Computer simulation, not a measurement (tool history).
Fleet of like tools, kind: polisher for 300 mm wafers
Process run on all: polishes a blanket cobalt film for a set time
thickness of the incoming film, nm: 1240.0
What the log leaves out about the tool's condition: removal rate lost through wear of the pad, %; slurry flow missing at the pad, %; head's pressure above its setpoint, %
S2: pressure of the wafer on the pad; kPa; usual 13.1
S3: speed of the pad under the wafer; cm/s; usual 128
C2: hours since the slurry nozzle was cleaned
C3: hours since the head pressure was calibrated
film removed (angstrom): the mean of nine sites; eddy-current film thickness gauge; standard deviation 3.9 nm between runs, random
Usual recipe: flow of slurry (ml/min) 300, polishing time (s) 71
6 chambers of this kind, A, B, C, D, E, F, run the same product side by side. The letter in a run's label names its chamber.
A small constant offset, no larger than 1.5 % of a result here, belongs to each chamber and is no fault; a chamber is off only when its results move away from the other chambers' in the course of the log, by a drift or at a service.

{"run": "1E", "hour": 12.4, "flow of slurry (ml/min)": 300, "S2": 13.1, "S3": 128, "polishing time (s)": 71, "wafers polished on this pad": 550, "C2": 188.6, "C3": 61.2, "film removed (angstrom)": 5150.7}
{"hour": 17.7, "done": "chamber D: worn pad replaced by a new one"}
{"hour": 18.8, "done": "chamber C: slurry nozzle cleaned"}
{"run": "2D", "hour": 19.6, "flow of slurry (ml/min)": 300, "S2": 13.1, "S3": 128, "polishing time (s)": 71, "wafers polished on this pad": 12, "C2": 147.8, "C3": 125.2, "film removed (angstrom)": 5140.9}
{"run": "3C", "hour": 31.6, "flow of slurry (ml/min)": 300, "S2": 13.1, "S3": 128, "polishing time (s)": 71, "wafers polished on this pad": 479, "C2": 12.8, "C3": 369.4, "film removed (angstrom)": 5263.6}
{"hour": 35.5, "done": "chamber C: worn pad replaced by a new one"}
{"run": "4F", "hour": 43.8, "flow of slurry (ml/min)": 300, "S2": 13.1, "S3": 128, "polishing time (s)": 71, "wafers polished on this pad": 455, "C2": 610.7, "C3": 1097.8, "film removed (angstrom)": 5262.1}
{"run": "5A", "hour": 51.8, "flow of slurry (ml/min)": 300, "S2": 9, "S3": 128, "polishing time (s)": 71, "wafers polished on this pad": 756, "C2": 472.6, "C3": 591.8, "film removed (angstrom)": 3510.1}
{"run": "6B", "hour": 59.9, "flow of slurry (ml/min)": 300, "S2": 9, "S3": 128, "polishing time (s)": 71, "wafers polished on this pad": 922, "C2": 289.8, "C3": 1176, "film removed (angstrom)": 3481.7}
{"hour": 60.1, "done": "chamber B: worn pad replaced by a new one"}
{"run": "7E", "hour": 67.8, "flow of slurry (ml/min)": 300, "S2": 9, "S3": 128, "polishing time (s)": 71, "wafers polished on this pad": 893, "C2": 244, "C3": 116.6, "film removed (angstrom)": 3505.8}
{"run": "8D", "hour": 77.5, "flow of slurry (ml/min)": 300, "S2": 9, "S3": 128, "polishing time (s)": 71, "wafers polished on this pad": 370, "C2": 205.7, "C3": 183.1, "film removed (angstrom)": 3530}
{"run": "9A", "hour": 85.5, "flow of slurry (ml/min)": 300, "S2": 9, "S3": 128, "polishing time (s)": 71, "wafers polished on this pad": 964, "C2": 506.3, "C3": 625.5, "film removed (angstrom)": 3471.1}
{"run": "10C", "hour": 91.5, "flow of slurry (ml/min)": 300, "S2": 9, "S3": 128, "polishing time (s)": 71, "wafers polished on this pad": 346, "C2": 72.7, "C3": 429.3, "film removed (angstrom)": 3571.1}
{"hour": 95.3, "done": "chamber A: worn pad replaced by a new one"}
{"run": "11F", "hour": 101.9, "flow of slurry (ml/min)": 300, "S2": 13.1, "S3": 128, "polishing time (s)": 71, "wafers polished on this pad": 815, "C2": 668.8, "C3": 1155.9, "film removed (angstrom)": 5170.5}
{"run": "12B", "hour": 108.7, "flow of slurry (ml/min)": 300, "S2": 9, "S3": 150, "polishing time (s)": 71, "wafers polished on this pad": 301, "C2": 338.6, "C3": 1224.8, "film removed (angstrom)": 4105.6}
{"hour": 109.8, "done": "chamber C: worn pad replaced by a new one"}
{"hour": 117.5, "done": "chamber F: slurry nozzle cleaned"}
{"hour": 117.9, "done": "chamber D: worn pad replaced by a new one"}
{"run": "13F", "hour": 118.7, "flow of slurry (ml/min)": 300, "S2": 9, "S3": 150, "polishing time (s)": 71, "wafers polished on this pad": 919, "C2": 1.2, "C3": 1172.7, "film removed (angstrom)": 4180.3}
{"run": "14D", "hour": 125.9, "flow of slurry (ml/min)": 300, "S2": 9, "S3": 150, "polishing time (s)": 71, "wafers polished on this pad": 50, "C2": 254.1, "C3": 231.5, "film removed (angstrom)": 4191.3}
{"run": "15B", "hour": 133.9, "flow of slurry (ml/min)": 300, "S2": 9, "S3": 150, "polishing time (s)": 71, "wafers polished on this pad": 457, "C2": 363.8, "C3": 1250, "film removed (angstrom)": 4120.7}
{"hour": 135.1, "done": "chamber B: slurry nozzle cleaned"}
{"run": "16E", "hour": 140.7, "flow of slurry (ml/min)": 300, "S2": 9, "S3": 150, "polishing time (s)": 71, "wafers polished on this pad": 1345, "C2": 316.9, "C3": 189.5, "film removed (angstrom)": 4131.9}
{"run": "17A", "hour": 149.2, "flow of slurry (ml/min)": 300, "S2": 9, "S3": 150, "polishing time (s)": 71, "wafers polished on this pad": 334, "C2": 570, "C3": 689.2, "film removed (angstrom)": 4082.7}
{"hour": 149.3, "done": "chamber F: head pressure recalibrated"}
{"run": "18C", "hour": 156.8, "flow of slurry (ml/min)": 300, "S2": 13.1, "S3": 128, "polishing time (s)": 71, "wafers polished on this pad": 291, "C2": 138, "C3": 494.6, "film removed (angstrom)": 5213.7}
{"hour": 160.8, "done": "chamber D: slurry nozzle cleaned"}
{"run": "19C", "hour": 165.1, "flow of slurry (ml/min)": 210, "S2": 13.1, "S3": 128, "polishing time (s)": 71, "wafers polished on this pad": 342, "C2": 146.3, "C3": 502.9, "film removed (angstrom)": 5020}
{"hour": 167.1, "done": "chamber F: worn pad replaced by a new one"}
{"hour": 174.8, "done": "chamber E: worn pad replaced by a new one"}
{"run": "20F", "hour": 176.0, "flow of slurry (ml/min)": 210, "S2": 13.1, "S3": 128, "polishing time (s)": 71, "wafers polished on this pad": 55, "C2": 58.5, "C3": 26.8, "film removed (angstrom)": 5061.8}
{"run": "21B", "hour": 186.3, "flow of slurry (ml/min)": 210, "S2": 13.1, "S3": 128, "polishing time (s)": 71, "wafers polished on this pad": 782, "C2": 51.3, "C3": 1302.4, "film removed (angstrom)": 4947}
{"hour": 187.4, "done": "chamber D: head pressure recalibrated"}
{"hour": 187.9, "done": "chamber B: worn pad replaced by a new one"}
{"hour": 194.5, "done": "chamber C: worn pad replaced by a new one"}
{"run": "22E", "hour": 198.4, "flow of slurry (ml/min)": 210, "S2": 13.1, "S3": 128, "polishing time (s)": 71, "wafers polished on this pad": 146, "C2": 374.6, "C3": 247.2, "film removed (angstrom)": 4992.5}
{"hour": 202.5, "done": "chamber E: slurry nozzle cleaned"}
{"hour": 203.8, "done": "chamber D: worn pad replaced by a new one"}
{"run": "23A", "hour": 206.0, "flow of slurry (ml/min)": 210, "S2": 13.1, "S3": 128, "polishing time (s)": 71, "wafers polished on this pad": 685, "C2": 626.8, "C3": 746, "film removed (angstrom)": 4999.4}
{"run": "24D", "hour": 219.1, "flow of slurry (ml/min)": 210, "S2": 13.1, "S3": 128, "polishing time (s)": 71, "wafers polished on this pad": 94, "C2": 58.4, "C3": 31.8, "film removed (angstrom)": 4975.4}
{"hour": 222.7, "done": "chamber A: worn pad replaced by a new one"}
{"hour": 224.3, "done": "chamber B: head pressure recalibrated"}
{"run": "25C", "hour": 228.8, "flow of slurry (ml/min)": 385, "S2": 13.1, "S3": 128, "polishing time (s)": 71, "wafers polished on this pad": 213, "C2": 210, "C3": 566.6, "film removed (angstrom)": 5228.1}
{"run": "26D", "hour": 240.9, "flow of slurry (ml/min)": 385, "S2": 13.1, "S3": 128, "polishing time (s)": 71, "wafers polished on this pad": 229, "C2": 80.2, "C3": 53.6, "film removed (angstrom)": 5284.8}
{"run": "27F", "hour": 251.6, "flow of slurry (ml/min)": 385, "S2": 13.1, "S3": 128, "polishing time (s)": 71, "wafers polished on this pad": 523, "C2": 134.1, "C3": 102.4, "film removed (angstrom)": 5364.9}
{"run": "28E", "hour": 259.8, "flow of slurry (ml/min)": 385, "S2": 13.1, "S3": 128, "polishing time (s)": 71, "wafers polished on this pad": 526, "C2": 57.3, "C3": 308.6, "film removed (angstrom)": 5276.5}
{"run": "29A", "hour": 271.0, "flow of slurry (ml/min)": 385, "S2": 13.1, "S3": 128, "polishing time (s)": 71, "wafers polished on this pad": 299, "C2": 691.8, "C3": 811, "film removed (angstrom)": 5201.7}
{"hour": 278.3, "done": "chamber C: worn pad replaced by a new one"}
{"run": "30B", "hour": 280.7, "flow of slurry (ml/min)": 385, "S2": 13.1, "S3": 128, "polishing time (s)": 71, "wafers polished on this pad": 575, "C2": 145.7, "C3": 56.4, "film removed (angstrom)": 5740.8}
{"hour": 288.7, "done": "chamber A: slurry nozzle cleaned"}
{"run": "31B", "hour": 289.2, "flow of slurry (ml/min)": 300, "S2": 13.1, "S3": 128, "polishing time (s)": 71, "wafers polished on this pad": 627, "C2": 154.2, "C3": 64.9, "film removed (angstrom)": 5609.6}
{"run": "32C", "hour": 299.6, "flow of slurry (ml/min)": 300, "S2": 13.1, "S3": 128, "polishing time (s)": 71, "wafers polished on this pad": 132, "C2": 280.8, "C3": 637.4, "film removed (angstrom)": 5237.6}
{"hour": 306.6, "done": "chamber D: worn pad replaced by a new one"}
{"run": "33F", "hour": 307.3, "flow of slurry (ml/min)": 300, "S2": 13.1, "S3": 128, "polishing time (s)": 71, "wafers polished on this pad": 868, "C2": 189.8, "C3": 158.1, "film removed (angstrom)": 5259.4}
{"hour": 310.8, "done": "chamber B: worn pad replaced by a new one"}
{"run": "34A", "hour": 314.3, "flow of slurry (ml/min)": 300, "S2": 13.1, "S3": 128, "polishing time (s)": 71, "wafers polished on this pad": 567, "C2": 25.6, "C3": 854.3, "film removed (angstrom)": 5156.7}
{"run": "35D", "hour": 323.2, "flow of slurry (ml/min)": 300, "S2": 13.1, "S3": 128, "polishing time (s)": 71, "wafers polished on this pad": 103, "C2": 162.5, "C3": 135.9, "film removed (angstrom)": 5170.1}
{"run": "36E", "hour": 336.8, "flow of slurry (ml/min)": 300, "S2": 13.1, "S3": 128, "polishing time (s)": 71, "wafers polished on this pad": 1003, "C2": 134.3, "C3": 385.6, "film removed (angstrom)": 5235.1}
{"run": "37A", "hour": 343.5, "flow of slurry (ml/min)": 300, "S2": 13.1, "S3": 128, "polishing time (s)": 71, "wafers polished on this pad": 748, "C2": 54.8, "C3": 883.5, "film removed (angstrom)": 5161.1}
{"run": "38C", "hour": 350.2, "flow of slurry (ml/min)": 300, "S2": 13.1, "S3": 128, "polishing time (s)": 71, "wafers polished on this pad": 445, "C2": 331.4, "C3": 688, "film removed (angstrom)": 5201.2}
{"hour": 353.7, "done": "chamber E: head pressure recalibrated"}
{"run": "39B", "hour": 357.8, "flow of slurry (ml/min)": 300, "S2": 13.1, "S3": 128, "polishing time (s)": 71, "wafers polished on this pad": 291, "C2": 222.8, "C3": 133.5, "film removed (angstrom)": 5587.1}
{"run": "40E", "hour": 368.5, "flow of slurry (ml/min)": 300, "S2": 13.1, "S3": 128, "polishing time (s)": 71, "wafers polished on this pad": 1199, "C2": 166, "C3": 14.8, "film removed (angstrom)": 5105.9}
{"run": "41D", "hour": 380.7, "flow of slurry (ml/min)": 300, "S2": 13.1, "S3": 128, "polishing time (s)": 71, "wafers polished on this pad": 459, "C2": 220, "C3": 193.4, "film removed (angstrom)": 5182.1}
{"run": "42F", "hour": 393.7, "flow of slurry (ml/min)": 300, "S2": 17.2, "S3": 128, "polishing time (s)": 71, "wafers polished on this pad": 1404, "C2": 276.2, "C3": 244.5, "film removed (angstrom)": 6791.6}

For the next run the whole fleet of 6 chambers uses the same settings. Give each chamber's results:
{"run": "43A", "hour": 403.5, "flow of slurry (ml/min)": 300, "S2": 13.1, "S3": 128, "polishing time (s)": 71, "film removed (angstrom)": "?"}
{"run": "43B", "hour": 403.5, "flow of slurry (ml/min)": 300, "S2": 13.1, "S3": 128, "polishing time (s)": 71, "film removed (angstrom)": "?"}
{"run": "43C", "hour": 403.5, "flow of slurry (ml/min)": 300, "S2": 13.1, "S3": 128, "polishing time (s)": 71, "film removed (angstrom)": "?"}
{"run": "43D", "hour": 403.5, "flow of slurry (ml/min)": 300, "S2": 13.1, "S3": 128, "polishing time (s)": 71, "film removed (angstrom)": "?"}
{"run": "43E", "hour": 403.5, "flow of slurry (ml/min)": 300, "S2": 13.1, "S3": 128, "polishing time (s)": 71, "film removed (angstrom)": "?"}
{"run": "43F", "hour": 403.5, "flow of slurry (ml/min)": 300, "S2": 13.1, "S3": 128, "polishing time (s)": 71, "film removed (angstrom)": "?"}

run=43A film_removed_(angstrom)=5131.1
run=43B film_removed_(angstrom)=5638.5
run=43C film_removed_(angstrom)=5226.4
run=43D film_removed_(angstrom)=5189.5
run=43E film_removed_(angstrom)=5154.9
run=43F film_removed_(angstrom)=5256
